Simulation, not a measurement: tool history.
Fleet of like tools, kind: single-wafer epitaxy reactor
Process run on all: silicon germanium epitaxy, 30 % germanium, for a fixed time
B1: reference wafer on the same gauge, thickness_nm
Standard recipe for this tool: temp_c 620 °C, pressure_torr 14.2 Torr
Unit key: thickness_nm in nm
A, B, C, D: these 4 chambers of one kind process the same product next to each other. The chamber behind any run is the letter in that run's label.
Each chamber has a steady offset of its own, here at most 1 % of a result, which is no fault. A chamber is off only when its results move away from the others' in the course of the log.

{"run": "1B", "hour": 9.8, "temp_c": 620, "pressure_torr": 14.2, "B1": 78.171, "thickness_nm": 73.283}
{"run": "2C", "hour": 17.0, "temp_c": 620, "pressure_torr": 14.2, "B1": 78.152, "thickness_nm": 73.307}
{"hour": 26.4, "done": "chamber D: pyrometer calibrated"}
{"run": "3D", "hour": 29.2, "temp_c": 620, "pressure_torr": 14.2, "B1": 78.214, "thickness_nm": 73.417}
{"run": "4A", "hour": 36.2, "temp_c": 620, "pressure_torr": 14.2, "B1": 78.2, "thickness_nm": 73.142}
{"run": "5D", "hour": 45.9, "temp_c": 620, "pressure_torr": 14.2, "B1": 78.2, "thickness_nm": 73.333}
{"run": "6C", "hour": 54.2, "temp_c": 608, "pressure_torr": 15.7, "B1": 78.199, "thickness_nm": 61.673}
{"run": "7B", "hour": 66.2, "temp_c": 608, "pressure_torr": 15.7, "B1": 78.183, "thickness_nm": 61.963}
{"run": "8A", "hour": 77.4, "temp_c": 608, "pressure_torr": 15.7, "B1": 78.273, "thickness_nm": 61.272}
{"run": "9A", "hour": 86.0, "temp_c": 608, "pressure_torr": 15.7, "B1": 78.224, "thickness_nm": 61.35}
{"run": "10C", "hour": 98.5, "temp_c": 620, "pressure_torr": 14.2, "B1": 78.236, "thickness_nm": 73.591}
{"run": "11D", "hour": 107.2, "temp_c": 620, "pressure_torr": 14.2, "B1": 78.206, "thickness_nm": 73.069}
{"run": "12B", "hour": 116.1, "temp_c": 620, "pressure_torr": 14.2, "B1": 78.172, "thickness_nm": 73.723}
{"run": "13C", "hour": 126.8, "temp_c": 620, "pressure_torr": 14.2, "B1": 78.205, "thickness_nm": 73.227}
{"run": "14D", "hour": 140.9, "temp_c": 620, "pressure_torr": 14.2, "B1": 78.23, "thickness_nm": 73.41}
{"run": "15A", "hour": 148.4, "temp_c": 620, "pressure_torr": 14.2, "B1": 78.271, "thickness_nm": 73.184}
{"run": "16B", "hour": 157.7, "temp_c": 620, "pressure_torr": 14.2, "B1": 78.161, "thickness_nm": 73.956}
{"run": "17D", "hour": 165.3, "temp_c": 620, "pressure_torr": 16.7, "B1": 78.126, "thickness_nm": 78.187}
{"run": "18B", "hour": 175.1, "temp_c": 620, "pressure_torr": 16.7, "B1": 78.156, "thickness_nm": 78.685}
{"run": "19A", "hour": 182.3, "temp_c": 620, "pressure_torr": 16.7, "B1": 78.204, "thickness_nm": 77.798}
{"run": "20C", "hour": 197.3, "temp_c": 620, "pressure_torr": 16.7, "B1": 78.225, "thickness_nm": 77.953}
{"run": "21D", "hour": 204.3, "temp_c": 620, "pressure_torr": 14.2, "B1": 78.218, "thickness_nm": 73.215}
{"hour": 216.2, "done": "chamber B: pyrometer calibrated"}
{"run": "22B", "hour": 218.3, "temp_c": 620, "pressure_torr": 14.2, "B1": 78.196, "thickness_nm": 74.995}
{"run": "23C", "hour": 229.9, "temp_c": 620, "pressure_torr": 11.2, "B1": 78.205, "thickness_nm": 66.679}
{"run": "24A", "hour": 242.7, "temp_c": 620, "pressure_torr": 11.2, "B1": 78.241, "thickness_nm": 66.651}
{"run": "25D", "hour": 250.6, "temp_c": 620, "pressure_torr": 11.2, "B1": 78.168, "thickness_nm": 66.216}
{"run": "26A", "hour": 262.5, "temp_c": 620, "pressure_torr": 11.2, "B1": 78.195, "thickness_nm": 66.637}
{"run": "27B", "hour": 272.3, "temp_c": 620, "pressure_torr": 14.2, "B1": 78.196, "thickness_nm": 75.191}
{"run": "28C", "hour": 279.4, "temp_c": 620, "pressure_torr": 14.2, "B1": 78.17, "thickness_nm": 73.331}
{"run": "29B", "hour": 291.8, "temp_c": 611, "pressure_torr": 15.6, "B1": 78.117, "thickness_nm": 66.901}
{"run": "30A", "hour": 302.4, "temp_c": 611, "pressure_torr": 15.6, "B1": 78.2, "thickness_nm": 64.735}
{"run": "31C", "hour": 312.2, "temp_c": 611, "pressure_torr": 15.6, "B1": 78.152, "thickness_nm": 64.534}
{"run": "32D", "hour": 318.9, "temp_c": 611, "pressure_torr": 15.6, "B1": 78.228, "thickness_nm": 64.717}
{"run": "33D", "hour": 326.8, "temp_c": 620, "pressure_torr": 14.2, "B1": 78.2, "thickness_nm": 73.611}
{"run": "34C", "hour": 336.9, "temp_c": 620, "pressure_torr": 14.2, "B1": 78.171, "thickness_nm": 73.135}
{"run": "35B", "hour": 350.5, "temp_c": 607, "pressure_torr": 16.8, "B1": 78.203, "thickness_nm": 63.888}
{"run": "36A", "hour": 357.5, "temp_c": 607, "pressure_torr": 16.8, "B1": 78.187, "thickness_nm": 61.936}

Next, every chamber runs the same settings. What will each give?
{"run": "37A", "hour": 368.2, "temp_c": 620, "pressure_torr": 14.2, "thickness_nm": "?"}
{"run": "37B", "hour": 368.2, "temp_c": 620, "pressure_torr": 14.2, "thickness_nm": "?"}
{"run": "37C", "hour": 368.2, "temp_c": 620, "pressure_torr": 14.2, "thickness_nm": "?"}
{"run": "37D", "hour": 368.2, "temp_c": 620, "pressure_torr": 14.2, "thickness_nm": "?"}

run=37A thickness_nm=72.959
run=37B thickness_nm=75.247
run=37C thickness_nm=73.286
run=37D thickness_nm=73.355
